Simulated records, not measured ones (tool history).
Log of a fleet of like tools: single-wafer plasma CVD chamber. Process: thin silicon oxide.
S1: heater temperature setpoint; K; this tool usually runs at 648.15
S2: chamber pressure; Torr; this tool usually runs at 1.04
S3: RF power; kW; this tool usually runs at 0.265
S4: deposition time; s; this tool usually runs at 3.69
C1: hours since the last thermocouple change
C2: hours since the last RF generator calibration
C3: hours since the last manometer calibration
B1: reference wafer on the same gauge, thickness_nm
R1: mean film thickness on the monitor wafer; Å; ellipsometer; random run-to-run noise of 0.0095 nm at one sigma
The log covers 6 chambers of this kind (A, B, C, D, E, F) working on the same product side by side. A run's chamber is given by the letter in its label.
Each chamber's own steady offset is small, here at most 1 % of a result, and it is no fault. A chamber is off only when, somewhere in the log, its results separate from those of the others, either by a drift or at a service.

run   hour      S1    S2     S3    S4      C1      C2      C3      B1      R1
 1B   10.6  648.15  1.04  0.265  3.69  2270.3   227.9   421.5  9.5086  80.683
 2E   21.0  648.15  1.04  0.265  3.69  1438.4    69.2   115.0  9.5111  81.347
 3C   26.4  648.15  1.04  0.265  3.69  1432.6  1703.7  1666.8  9.5066  80.959
 4D   36.1  648.15  1.04  0.265  3.69  1071.1   495.1   457.9  9.5085  80.866
 5A   43.3  648.15  1.04  0.265  3.69  1787.4   414.6   677.2  9.5049  80.036
 6F   54.2  648.15  1.04  0.265  3.69  1471.9   520.4  1622.7  9.5046  81.213
 7A   63.4  648.15  1.04  0.265  3.69  1807.5   434.7   697.3  9.5028  80.245
 8F   72.1  648.15  1.04  0.265  3.69  1489.8   538.3  1640.6  9.5000  81.192
 9C   81.7  648.15  1.04  0.265  3.69  1487.9  1759.0  1722.1  9.4998  80.754
10E   86.9  648.15  1.04  0.265  3.69  1504.3   135.1   180.9  9.4992  81.283
11D   92.5  648.15  1.04  0.265  3.69  1127.5   551.5   514.3  9.4968  80.703
12B   98.1  648.15  1.04  0.265  4.21  2357.8   315.4   509.0  9.4996  91.701
13E  104.8  648.15  1.04  0.265  4.21  1522.2   153.0   198.8  9.4947  92.807
14F  114.8  648.15  1.04  0.265  4.21  1532.5   581.0  1683.3  9.4966  92.556
15A  124.5  648.15  1.04  0.265  4.21  1868.6   495.8   758.4  9.4931  91.484
16C  133.7  648.15  1.04  0.265  4.21  1539.9  1811.0  1774.1  9.4945  92.098
17B  144.6  648.15  1.04  0.265  4.21  2404.3   361.9   555.5  9.4937  91.705
18D  152.6  648.15  1.04  0.310  3.69  1187.6   611.6   574.4  9.4927  86.504
19C  159.1  648.15  1.04  0.310  3.69  1565.3  1836.4  1799.5  9.4895  86.304
20B  164.6  648.15  1.04  0.310  3.69  2424.3   381.9   575.5  9.4891  85.800
21E  170.7  648.15  1.04  0.310  3.69  1588.1   218.9   264.7  9.4862  86.656
22F  176.1  648.15  1.04  0.310  3.69  1593.8   642.3  1744.6  9.4853  86.733
23A  184.9  648.15  1.04  0.310  3.69  1929.0   556.2   818.8  9.4872  85.304
24D  193.4  648.15  1.04  0.265  3.69  1228.4   652.4   615.2  9.4843  80.920
25E  202.7  648.15  1.04  0.265  3.69  1620.1   250.9   296.7  9.4838  81.097
26C  213.1  648.15  1.04  0.265  3.69  1619.3  1890.4  1853.5  9.4824  80.632
27D  223.8  648.15  1.04  0.265  3.69  1258.8   682.8   645.6  9.4806  80.642
28F  234.6  648.15  1.04  0.265  3.69  1652.3   700.8  1803.1  9.4788  81.063
29A  245.5  648.15  1.04  0.265  3.69  1989.6   616.8   879.4  9.4825  80.067
30B  256.2  648.15  1.04  0.265  3.69  2515.9   473.5   667.1  9.4762  80.378
31B  265.2  648.15  1.04  0.265  3.69  2524.9   482.5   676.1  9.4754  80.425
32E  275.5  648.15  1.04  0.265  3.69  1692.9   323.7   369.5  9.4769  81.257
33C  282.4  648.15  1.04  0.265  3.69  1688.6  1959.7  1922.8  9.4741  80.532
     284.4  -- chamber C: RF generator calibrated
34D  291.5  648.15  1.04  0.265  3.69  1326.5   750.5   713.3  9.4705  80.882
35F  297.6  648.15  1.04  0.265  3.69  1715.3   763.8  1866.1  9.4719  80.955
36A  305.0  661.15  0.80  0.265  3.69  2049.1   676.3   938.9  9.4723  64.207
37F  310.5  661.15  0.80  0.265  3.69  1728.2   776.7  1879.0  9.4733  64.940
38B  316.6  661.15  0.80  0.265  3.69  2576.3   533.9   727.5  9.4721  64.090
39C  321.5  661.15  0.80  0.265  3.69  1727.7    37.1  1961.9  9.4675  64.403
40D  327.6  661.15  0.80  0.265  3.69  1362.6   786.6   749.4  9.4671  64.761
41E  335.0  661.15  0.80  0.265  3.69  1752.4   383.2   429.0  9.4689  65.051
42A  344.5  648.15  1.04  0.265  3.69  2088.6   715.8   978.4  9.4639  80.009
43C  350.9  648.15  1.04  0.265  3.69  1757.1    66.5  1991.3  9.4638  80.694

Decide between three cases: one chamber stands off from its peers, the gauge reading all wafers drifts, or nothing is wrong past each chamber's small offset. Where a chamber is off, say which and what most likely put it there.

Every chamber seems to shift together because the gauge that measures them all drifts; the chambers themselves are fine.
Likeliest cause: gauge reads low (%) = 0.481.
